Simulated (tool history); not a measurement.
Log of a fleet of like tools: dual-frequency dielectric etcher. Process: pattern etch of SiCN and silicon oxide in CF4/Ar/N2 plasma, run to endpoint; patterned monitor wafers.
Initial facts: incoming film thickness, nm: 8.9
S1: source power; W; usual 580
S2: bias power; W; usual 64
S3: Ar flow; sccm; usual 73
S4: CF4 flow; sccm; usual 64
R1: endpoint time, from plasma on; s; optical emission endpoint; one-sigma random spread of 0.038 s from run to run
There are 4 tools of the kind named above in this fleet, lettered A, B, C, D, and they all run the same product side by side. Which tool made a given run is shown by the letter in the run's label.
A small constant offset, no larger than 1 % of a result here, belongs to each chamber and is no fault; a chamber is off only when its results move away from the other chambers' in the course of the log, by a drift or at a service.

run,day,S1,S2,S3,S4,R1
# day 0.404: chamber B: wet clean of the chamber
1B,0.446,580,64,73,64,8.2402
2D,0.979,580,64,73,64,8.2755
3A,1.421,580,64,73,64,8.3386
4C,2.021,580,64,73,64,8.3461
5C,2.321,580,64,73,64,8.3363
6B,2.692,580,64,73,64,8.2448
7D,3.042,580,71,73,64,8.0370
8A,3.562,580,71,73,64,7.9501
9C,4.050,580,71,73,64,8.0555
10A,4.371,580,71,73,64,8.0710
11D,4.954,580,64,73,64,8.2313
12B,5.479,580,64,73,64,8.1991
13B,5.883,580,64,73,64,8.2591
14D,6.188,580,64,73,64,8.2763
15C,6.450,580,64,73,64,8.3449
# day 6.488: chamber C: wet clean of the chamber
# day 6.608: chamber A: wet clean of the chamber
16A,6.833,580,64,73,64,8.6043
17B,7.321,580,64,73,64,8.2661
18A,7.883,580,64,73,64,8.6703
19C,8.221,580,64,73,64,8.3143
20D,8.675,580,64,73,64,8.2830
# day 8.829: chamber A: source power generator calibrated
21A,8.938,580,64,73,64,8.6750
22B,9.358,580,64,73,64,8.2223
23C,9.817,580,64,73,64,8.3201
24D,10.208,580,51,73,70,8.6681
# day 10.708: chamber C: source power generator calibrated
25A,10.729,580,51,73,70,9.0723
26B,11.238,580,51,73,70,8.7518
27D,11.583,580,51,73,70,8.8212
28C,11.983,580,64,73,50,8.6249
29D,12.550,580,64,73,50,8.5816

Decide between three cases: one chamber stands off from its peers, the gauge reading all wafers drifts, or nothing is wrong past each chamber's small offset. Where a chamber is off, say which and what most likely put it there.

The work done on chamber A during a service left it standing apart from the others.
What lies behind it: etch rate under this chamber's usual, % = 3.77.

Here are 4 candidates for chamber A's next run, each the usual settings with a change, their results left as question marks. Which one brings its results back in line with what the others give on the usual settings?
Allowed miss from the other chambers' usual-settings mean, per result, to count as in line: R1 0.1300 s
30A-1,12.979,580,56,73,64,?
30A-2,12.979,590,64,73,64,?
30A-3,12.979,570,64,73,64,?
30A-4,12.979,600,65,73,64,?

On the usual settings, the other chambers give on average: R1 8.2834 s
run,R1
30A-1,8.9702
30A-2,8.4755
30A-3,8.7410
30A-4,8.3083
30A-4 puts the chamber back in line with the other chambers.
